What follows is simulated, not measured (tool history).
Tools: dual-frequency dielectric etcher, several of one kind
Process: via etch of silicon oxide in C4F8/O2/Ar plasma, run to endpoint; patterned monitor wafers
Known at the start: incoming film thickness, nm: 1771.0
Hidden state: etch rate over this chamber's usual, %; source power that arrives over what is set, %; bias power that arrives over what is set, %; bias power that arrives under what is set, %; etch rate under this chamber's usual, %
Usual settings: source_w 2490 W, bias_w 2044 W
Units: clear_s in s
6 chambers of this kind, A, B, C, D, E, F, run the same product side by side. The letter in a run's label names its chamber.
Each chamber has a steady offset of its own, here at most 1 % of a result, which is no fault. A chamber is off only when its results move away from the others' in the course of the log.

run,day,source_w,bias_w,hours since the last wet clean,hours since the last source power generator calibration,hours since the last bias power generator calibration,clear_s
# day 0.154: chamber D: bias power generator calibrated
# day 0.2: chamber E: wet clean of the chamber
1B,0.396,2490,2044,495,1469.7,590.3,317.36
2A,0.762,2490,2044,296.3,4300.2,1738.1,318.55
3D,1.075,2490,2044,295.6,1423,22.2,314.01
4E,1.433,2490,2044,29.7,2290.9,825,317.78
5F,1.688,1920,2516,156,3227,2120.9,327.53
6C,2.262,1920,2516,338.6,1820.9,1354.6,329.18
7A,2.604,1920,2516,340.5,4344.4,1782.3,331.93
# day 2.925: chamber B: wet clean of the chamber
8F,2.979,1920,2516,187,3258,2151.9,327.35
# day 3.258: chamber D: wet clean of the chamber
9B,3.471,1920,2516,13.1,1543.5,664.1,331.54
10C,4.046,1920,2516,381.4,1863.7,1397.4,331.63
# day 4.088: chamber C: wet clean of the chamber
11E,4.404,1900,2044,101,2362.2,896.3,354.39
12D,4.762,1900,2044,36.2,1511.5,110.7,349.14
13D,5.146,1900,2044,45.4,1520.7,119.9,350.25
14C,5.454,1900,2044,32.9,1897.5,1431.2,353.14
15A,5.904,1900,2044,419.7,4423.6,1861.5,354.01
# day 6.2: chamber C: source power generator calibrated
16E,6.333,1900,2044,147.3,2408.5,942.6,353.72
17B,6.796,2490,2044,92.9,1623.3,743.9,319.96
18F,7.121,2490,2044,286.4,3357.4,2251.3,317.05
# day 7.229: chamber A: source power generator calibrated
19E,7.392,2490,2044,172.7,2433.9,968,317.45
20B,7.704,2250,2503,114.7,1645.1,765.7,310.8
21A,7.967,2250,2503,469.2,17.7,1911,310.52
22D,8.475,2250,2503,125.3,1600.6,199.8,310.52
23F,9.012,2250,2503,331.8,3402.8,2296.7,310.36
24C,9.279,2250,2503,124.7,73.9,1523,313.04
25B,9.746,2250,2503,163.7,1694.1,814.7,312.75
26E,10.288,2490,2044,242.2,2503.4,1037.5,315.85
27A,10.742,2490,2424,535.8,84.3,1977.6,297.77
28F,11.217,2490,2424,384.7,3455.7,2349.6,300.93
# day 11.496: chamber D: source power generator calibrated
29D,11.529,2490,2424,198.6,0.8,273.1,300.76
30C,11.917,2490,2424,188,137.2,1586.3,301.79
31F,12.321,2490,2424,411.2,3482.2,2376.1,299.45
32C,12.7,2490,2424,206.8,156,1605.1,304.22
33B,13.096,2490,2044,244.1,1774.5,895.1,319.91
34E,13.425,2490,2044,317.5,2578.7,1112.8,319.43
35D,13.788,2490,2044,252.8,55,327.3,316.01
36A,14.296,2490,2044,621.1,169.6,2062.9,311.94
37A,14.758,2490,2044,632.2,180.7,2074,308.89
38C,15.221,2490,2044,267.3,216.5,1665.6,318.24
39E,15.738,2880,2200,373,2634.2,1168.3,295.05

Next, every chamber runs the same settings. What will each give?
40A,16.154,2490,2203,,,,?
40B,16.154,2490,2203,,,,?
40C,16.154,2490,2203,,,,?
40D,16.154,2490,2203,,,,?
40E,16.154,2490,2203,,,,?
40F,16.154,2490,2203,,,,?

run,clear_s
40A,302.01
40B,308.47
40C,311.94
40D,309.84
40E,309.65
40F,308.7
